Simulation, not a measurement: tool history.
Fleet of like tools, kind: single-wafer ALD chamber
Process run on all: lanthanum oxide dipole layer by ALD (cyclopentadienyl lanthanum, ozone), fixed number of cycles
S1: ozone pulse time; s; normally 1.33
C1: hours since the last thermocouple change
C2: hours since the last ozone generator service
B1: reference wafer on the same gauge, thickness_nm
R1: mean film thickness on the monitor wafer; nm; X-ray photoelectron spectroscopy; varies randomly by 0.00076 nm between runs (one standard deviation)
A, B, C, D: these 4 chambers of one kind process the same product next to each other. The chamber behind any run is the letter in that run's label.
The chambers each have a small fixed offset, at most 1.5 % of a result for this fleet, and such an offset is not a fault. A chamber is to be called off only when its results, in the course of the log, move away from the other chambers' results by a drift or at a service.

run	hour	S1	C1	C2	B1	R1
1A	5.7	1.33	915.9	420.9	0.47113	0.53388
2B	12.9	1.33	601.7	1116.6	0.47112	0.54295
3C	18.0	1.33	689.1	69.1	0.47115	0.53930
4D	23.4	1.33	585.6	93.2	0.47153	0.53643
5A	29.9	1.33	940.1	445.1	0.47143	0.53492
6C	35.8	1.33	706.9	86.9	0.47127	0.54228
7D	40.8	1.33	603.0	110.6	0.47162	0.53599
8B	47.9	1.33	636.7	1151.6	0.47155	0.54468
9A	55.1	1.59	965.3	470.3	0.47170	0.55142
10D	62.1	1.59	624.3	131.9	0.47175	0.55452
11C	70.1	1.59	741.2	121.2	0.47197	0.55687
12B	77.2	1.59	666.0	1180.9	0.47193	0.56187
13C	85.7	1.33	756.8	136.8	0.47199	0.54075
14B	92.3	1.33	681.1	1196.0	0.47222	0.54533
15D	97.3	1.33	659.5	167.1	0.47227	0.53808
16A	104.3	1.33	1014.5	519.5	0.47224	0.53392
17B	111.7	1.78	700.5	1215.4	0.47232	0.57009
18D	118.1	1.78	680.3	187.9	0.47262	0.56212
19A	126.2	1.78	1036.4	541.4	0.47266	0.55948
20C	129.8	1.78	800.9	180.9	0.47272	0.56671
21B	137.6	1.33	726.4	1241.3	0.47290	0.54762
22A	145.2	1.33	1055.4	560.4	0.47296	0.53612
23C	153.1	1.33	824.2	204.2	0.47287	0.54150
24D	160.9	1.33	723.1	230.7	0.47294	0.53891
25C	167.8	1.33	838.9	218.9	0.47326	0.54382
26D	175.2	1.33	737.4	245.0	0.47324	0.53858
27A	181.0	1.33	1091.2	596.2	0.47311	0.53692
28B	189.4	1.33	778.2	1293.1	0.47313	0.54748
29B	196.0	1.33	784.8	1299.7	0.47345	0.54667
30D	202.1	1.33	764.3	271.9	0.47351	0.53980
31C	210.0	1.33	881.1	261.1	0.47366	0.54445

Has any chamber moved away from the others, gradually or after a service, or does the common gauge drift, or do the chambers differ only by their own small steady offsets? State the chamber and the most likely cause if one applies.

It is the gauge, not a chamber: its drift shows up in every chamber's results at once, and no chamber is off.
Cause: gauge reads high (%) = 0.585.
